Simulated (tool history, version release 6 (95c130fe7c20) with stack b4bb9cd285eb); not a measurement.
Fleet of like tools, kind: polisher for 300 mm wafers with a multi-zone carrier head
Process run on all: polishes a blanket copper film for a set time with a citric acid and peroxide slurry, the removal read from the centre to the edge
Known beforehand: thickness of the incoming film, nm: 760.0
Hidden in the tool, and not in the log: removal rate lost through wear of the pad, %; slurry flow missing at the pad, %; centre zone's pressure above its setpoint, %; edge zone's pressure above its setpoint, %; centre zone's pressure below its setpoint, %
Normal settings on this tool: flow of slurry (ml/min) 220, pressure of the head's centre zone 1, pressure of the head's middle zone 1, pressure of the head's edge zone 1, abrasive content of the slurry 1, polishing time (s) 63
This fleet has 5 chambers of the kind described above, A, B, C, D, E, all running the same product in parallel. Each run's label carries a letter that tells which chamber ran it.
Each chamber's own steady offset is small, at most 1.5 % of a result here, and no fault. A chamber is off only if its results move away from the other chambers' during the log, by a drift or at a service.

run   hour  flow of slurry (ml/min)  pressure of the head's centre zone  pressure of the head's middle zone  pressure of the head's edge zone  abrasive content of the slurry  polishing time (s)  wafers polished on this pad  hours since the slurry nozzle was cleaned  hours since the centre zone pressure was calibrated  hours since the edge zone pressure was calibrated  film removed at the wafer's centre (angstrom)  film removed at mid-radius (angstrom)  film removed at the wafer's edge (angstrom)
 1E    8.2                      220                                   1                                   1                                 1                               1                  63                          353                                      286.3                                                606.5                                              268.3                                         643.07                                 659.19                                       658.74
 2B   16.7                      220                                   1                                   1                                 1                               1                  63                          511                                      502.7                                                423.5                                              358.3                                         645.09                                 651.92                                        665.5
 3A   30.6                      220                                   1                                   1                                 1                               1                  63                          513                                      216.9                                                390.1                                              694.8                                          632.9                                 656.93                                       654.65
 4D   37.2                      220                                   1                                   1                                 1                               1                  63                          401                                      534.6                                                218.4                                              125.1                                         655.25                                 651.41                                       638.81
      37.8  -- chamber A: worn pad replaced by a new one
      43.2  -- chamber C: worn pad replaced by a new one
 5C   48.7                      220                                   1                                   1                                 1                               1                  63                           51                                      306.4                                                759.6                                              851.5                                          648.7                                 629.47                                       639.02
      50.2  -- chamber B: worn pad replaced by a new one
 6D   58.6                      220                                   1                                   1                                 1                               1                  63                          600                                        556                                                239.8                                              146.5                                         674.45                                 643.32                                       652.17
 7B   71.5                      220                                   1                                   1                                 1                               1                  63                          197                                      557.5                                                478.3                                              413.1                                         660.77                                 648.78                                       655.68
 8C     79                      220                                   1                                   1                                 1                               1                  63                          332                                      336.7                                                789.9                                              881.8                                         652.06                                 640.34                                       660.11
      87.9  -- chamber D: worn pad replaced by a new one
 9E   88.4                      220                                   1                                1.05                                 1                               1                  63                         1097                                      366.5                                                686.7                                              348.5                                         631.06                                 668.45                                       642.21
10A   94.8                      220                                   1                                1.05                                 1                               1                  63                          529                                      281.1                                                454.3                                                759                                         641.92                                 674.34                                       638.82
11A  105.3                      220                                   1                                1.05                                 1                               1                  63                          626                                      291.6                                                464.8                                              769.5                                         635.28                                 680.79                                       654.37
     111.6  -- chamber B: centre zone pressure recalibrated
     114.9  -- chamber B: slurry nozzle cleaned
12D    118                      220                                   1                                1.05                                 1                               1                  63                          280                                      615.4                                                299.2                                              205.9                                         669.38                                 657.95                                       641.45
     119.6  -- chamber A: worn pad replaced by a new one
       123  -- chamber C: worn pad replaced by a new one
13E  129.7                      220                                   1                                1.05                                 1                               1                  63                         1481                                      407.8                                                  728                                              389.8                                          651.2                                    674                                       619.63
     131.8  -- chamber B: worn pad replaced by a new one
14B  137.4                      220                                   1                                   1                                 1                               1                  63                           52                                       22.5                                                 25.8                                                479                                         655.98                                 648.48                                       645.71
15C  148.3                      220                                   1                                   1                                 1                               1                  63                          235                                        406                                                859.2                                              951.1                                         661.04                                 642.77                                       638.02
16C  155.1                      220                                   1                                   1                                 1                               1                  80                          298                                      412.8                                                  866                                              957.9                                         812.55                                 846.34                                       801.09
17B  169.2                      220                                   1                                   1                                 1                               1                  80                          347                                       54.3                                                 57.6                                              510.8                                         801.38                                 822.76                                       835.12
     179.6  -- chamber D: worn pad replaced by a new one
18A  180.1                      220                                   1                                   1                                 1                               1                  80                          561                                      366.4                                                539.6                                              844.3                                         819.14                                 821.91                                       810.41
       182  -- chamber A: worn pad replaced by a new one
19E  188.6                      220                                   1                                   1                                 1                               1                  80                         2027                                      466.7                                                786.9                                              448.7                                         788.86                                 812.62                                        772.9
     200.3  -- chamber C: worn pad replaced by a new one
20D  201.5                      220                                   1                                   1                                 1                               1                  80                          204                                      698.9                                                382.7                                              289.4                                         808.32                                 841.62                                       820.06
     202.2  -- chamber B: worn pad replaced by a new one
21B  208.2                      220                                1.11                                   1                                 1                               1                  63                           55                                       93.3                                                 96.6                                              549.8                                          713.4                                 667.47                                       672.38
     212.1  -- chamber B: edge zone pressure recalibrated
22C  216.5                      220                                1.11                                   1                                 1                               1                  63                          150                                      474.2                                                927.4                                             1019.3                                         715.39                                  642.9                                       648.29
23E  230.8                      220                                1.11                                   1                                 1                               1                  63                         2419                                      508.9                                                829.1                                              490.9                                            694                                 618.87                                       620.61
24D    245                      220                                1.11                                   1                                 1                               1                  63                          607                                      742.4                                                426.2                                              332.9                                         722.97                                 642.09                                       643.12
25A  257.6                      220                                1.11                                   1                                 1                               1                  63                          701                                      443.9                                                617.1                                              921.8                                         723.04                                 663.96                                       672.96
     264.7  -- chamber A: worn pad replaced by a new one
26B  269.2                      220                                   1                                   1                                 1                               1                  63                          621                                      154.3                                                157.6                                               57.2                                         660.04                                 657.75                                       659.94
27C  279.2                      220                                   1                                0.92                              0.93                               1                  63                          732                                      536.9                                                990.1                                               1082                                         643.94                                 596.63                                       625.09
     282.4  -- chamber C: worn pad replaced by a new one
       288  -- chamber B: worn pad replaced by a new one
28A  292.8                      220                                   1                                0.92                              0.93                               1                  63                          260                                      479.1                                                652.3                                                957                                         646.89                                 591.51                                       624.32
     295.2  -- chamber D: worn pad replaced by a new one
29D  300.1                      220                                   1                                0.92                              0.93                               1                  63                           46                                      797.5                                                481.3                                                388                                         653.24                                  615.1                                       615.86
       307  -- chamber D: edge zone pressure recalibrated
30E  309.9                      220                                   1                                0.92                              0.93                               1                  63                         3153                                        588                                                908.2                                                570                                         587.51                                 561.25                                       563.47
     318.9  -- chamber C: centre zone pressure recalibrated
31A  323.2                      220                                   1                                0.92                              0.93                               1                  63                          542                                      509.5                                                682.7                                              987.4                                         637.61                                 594.47                                       624.81
     331.8  -- chamber C: slurry nozzle cleaned
32E  333.8                      220                                   1                                   1                                 1                               1                  63                         3374                                      611.9                                                932.1                                              593.9                                         596.01                                 609.83                                       596.65
33B  340.3                      220                                   1                                   1                                 1                               1                  63                          485                                      225.4                                                228.7                                              128.3                                         650.51                                 639.62                                       672.98
     340.7  -- chamber C: edge zone pressure recalibrated
34D  353.8                      220                                   1                                   1                                 1                               1                  63                          544                                      851.2                                                  535                                               46.9                                         648.44                                 642.09                                       631.37
     357.2  -- chamber C: worn pad replaced by a new one
35C    361                      220                                   1                                   1                                 1                               1                  63                           36                                       29.3                                                 42.2                                               20.4                                         670.75                                 638.01                                       635.77

Which is it: a chamber that has drifted or been left off by a service, a gauge drift common to all chambers, or only each chamber's usual small offset? If a chamber is off, name it and its likeliest cause.

One chamber, E, drifts off from the rest bit by bit.
Cause: removal rate lost through wear of the pad, % = 10.1.

Chamber E could run next with any of the 4 candidate recipes listed below; each alters the usual settings, and their results appear as question marks. Which one brings its results back in line with what the other chambers deliver on the usual settings?
In line means no further than this from the other chambers' mean on the usual settings: film removed at the wafer's centre (angstrom) 34; film removed at mid-radius (angstrom) 31; film removed at the wafer's edge (angstrom) 31
36E-1  371.5                      220                                   1                                   1                              0.99                               1                  57                                                                                                                                                                                                                              ?                                      ?                                            ?
36E-2  371.5                      220                                   1                                   1                                 1                               1                  64                                                                                                                                                                                                                              ?                                      ?                                            ?
36E-3  371.5                      220                                   1                                   1                                 1                               1                  62                                                                                                                                                                                                                              ?                                      ?                                            ?
36E-4  371.5                      220                                   1                                   1                              1.01                               1                  69                                                                                                                                                                                                                              ?                                      ?                                            ?

Mean of the other chambers on the usual settings: film removed at the wafer's centre (angstrom) 648.53; film removed at mid-radius (angstrom) 648.54; film removed at the wafer's edge (angstrom) 650.69
  run  film removed at the wafer's centre (angstrom)  film removed at mid-radius (angstrom)  film removed at the wafer's edge (angstrom)
36E-1                                         530.64                                 529.92                                       528.83
36E-2                                         595.81                                 594.99                                       596.88
36E-3                                         577.19                                  576.4                                       578.23
36E-4                                         642.36                                 641.47                                       646.86
36E-4 brings the chamber back in line.
